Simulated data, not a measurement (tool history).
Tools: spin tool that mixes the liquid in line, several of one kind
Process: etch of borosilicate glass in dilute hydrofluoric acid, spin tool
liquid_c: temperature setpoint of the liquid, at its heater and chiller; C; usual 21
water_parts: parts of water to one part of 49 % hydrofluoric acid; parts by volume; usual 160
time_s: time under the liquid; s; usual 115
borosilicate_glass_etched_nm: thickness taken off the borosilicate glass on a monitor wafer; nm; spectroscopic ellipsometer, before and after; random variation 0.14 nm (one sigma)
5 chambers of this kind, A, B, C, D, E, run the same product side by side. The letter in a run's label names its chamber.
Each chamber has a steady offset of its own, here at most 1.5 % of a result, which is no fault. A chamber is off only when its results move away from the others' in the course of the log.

run   hour  liquid_c  water_parts  time_s  hours since the thermometer was replaced  hours since the hydrofluoric acid flow meter was replaced  read-back film thickness of the borosilicate glass reference wafer, read on the same gauge (nm)  borosilicate_glass_etched_nm
 1E    8.1        21          160     115                                    1239.6                                                      638.4                                                                                           29.968                        18.729
      10.1  -- chamber E: hydrofluoric acid flow meter replaced
 2A     15        21          160     115                                    1164.1                                                      690.2                                                                                           30.012                        18.601
 3D   22.3        21          160     115                                     331.3                                                      402.8                                                                                           29.985                        18.377
 4C   30.1        21          160     115                                     453.5                                                     1288.7                                                                                           29.991                        18.829
 5B   38.4        21          160     115                                     359.4                                                       64.7                                                                                           29.953                        18.329
 6D   43.8        21          160     115                                     352.8                                                      424.3                                                                                           30.029                        18.866
 7E   51.1        21          160     115                                    1282.6                                                         41                                                                                           30.027                          18.7
 8C   58.6        21          160     115                                       482                                                     1317.2                                                                                           29.997                        18.641
 9B   62.7        21          160     115                                     383.7                                                         89                                                                                           30.005                        18.739
10A   67.2        21          160     115                                    1216.3                                                      742.4                                                                                           30.011                        18.729
11B   71.2        21          160     115                                     392.2                                                       97.5                                                                                           30.013                        18.415
12D     75        21          160     115                                       384                                                      455.5                                                                                           30.044                        18.836
13A   83.6        21          160     115                                    1232.7                                                      758.8                                                                                           29.965                        18.756
14C   91.2        21          160     115                                     514.6                                                     1349.8                                                                                           29.965                        18.952
15E   98.2        21          160     115                                    1329.7                                                       88.1                                                                                            29.97                         18.54
16B  104.3        21          160     115                                     425.3                                                      130.6                                                                                           30.005                        18.503
17D  109.8        21          160     115                                     418.8                                                      490.3                                                                                           29.942                        18.727
18E    115        21          160     115                                    1346.5                                                      104.9                                                                                           30.005                        18.847
19C  121.9        21          160     115                                     545.3                                                     1380.5                                                                                           30.015                        18.822
20A    130        21          160     115                                    1279.1                                                      805.2                                                                                           29.985                        18.636
21D  135.5        21          160     115                                     444.5                                                        516                                                                                            30.03                         18.56
22C  142.1        21          160     115                                     565.5                                                     1400.7                                                                                           30.043                        18.678
23A  150.2        21          160     115                                    1299.3                                                      825.4                                                                                           29.955                        18.512
24E  157.3        21          160     115                                    1388.8                                                      147.2                                                                                           29.968                          19.2
25B  162.2        21          160     115                                     483.2                                                      188.5                                                                                           30.023                        18.377
26A  168.5        21          160     115                                    1317.6                                                      843.7                                                                                           29.994                        18.718
     171.1  -- chamber D: hydrofluoric acid flow meter replaced
27B    174        21          160     115                                       495                                                      200.3                                                                                           30.014                        18.468
28C  179.2        21          160     115                                     602.6                                                     1437.8                                                                                           30.012                        18.534
29E  184.7        21          160     115                                    1416.2                                                      174.6                                                                                           30.011                        19.134
     189.3  -- chamber A: hydrofluoric acid flow meter replaced
30D  190.9        21          160     115                                     499.9                                                       19.9                                                                                           30.058                        18.818
31E  195.8        21          160     115                                    1427.3                                                      185.7                                                                                           29.966                        19.225
32C  201.7        21          215     115                                     625.1                                                     1460.3                                                                                           29.978                        13.086
33A  206.4        21          215     115                                    1355.5                                                       17.1                                                                                           29.986                        13.278
34D  212.4        21          215     115                                     521.4                                                       41.4                                                                                           30.026                        13.028
35B  219.1        21          215     115                                     540.1                                                      245.4                                                                                           29.996                        12.977
36A  227.3        21          215     115                                    1376.4                                                         38                                                                                           30.025                        13.185
37C  234.6        21          160     115                                       658                                                     1493.2                                                                                           29.988                        18.717
38E  240.6        21          200     115                                    1472.1                                                      230.5                                                                                            30.04                        14.863
39B  245.5        21          200     115                                     566.5                                                      271.8                                                                                           30.032                        14.382
40D  253.9        21          200     115                                     562.9                                                       82.9                                                                                           29.978                        14.196
41E  259.4        21          200     115                                    1490.9                                                      249.3                                                                                           29.951                        14.929
42C    268        21          200     115                                     691.4                                                     1526.6                                                                                           30.008                        14.669
43A    275        21          160     115                                    1424.1                                                       85.7                                                                                           29.999                        18.875

Next, every chamber runs the same settings. What will each give?
44A  281.3        21          160      95                                                                                                                                                                                                                                   ?
44B  281.3        21          160      95                                                                                                                                                                                                                                   ?
44C  281.3        21          160      95                                                                                                                                                                                                                                   ?
44D  281.3        21          160      95                                                                                                                                                                                                                                   ?
44E  281.3        21          160      95                                                                                                                                                                                                                                   ?

run  borosilicate_glass_etched_nm
44A                        15.467
44B                        15.313
44C                        15.338
44D                        15.425
44E                        16.007

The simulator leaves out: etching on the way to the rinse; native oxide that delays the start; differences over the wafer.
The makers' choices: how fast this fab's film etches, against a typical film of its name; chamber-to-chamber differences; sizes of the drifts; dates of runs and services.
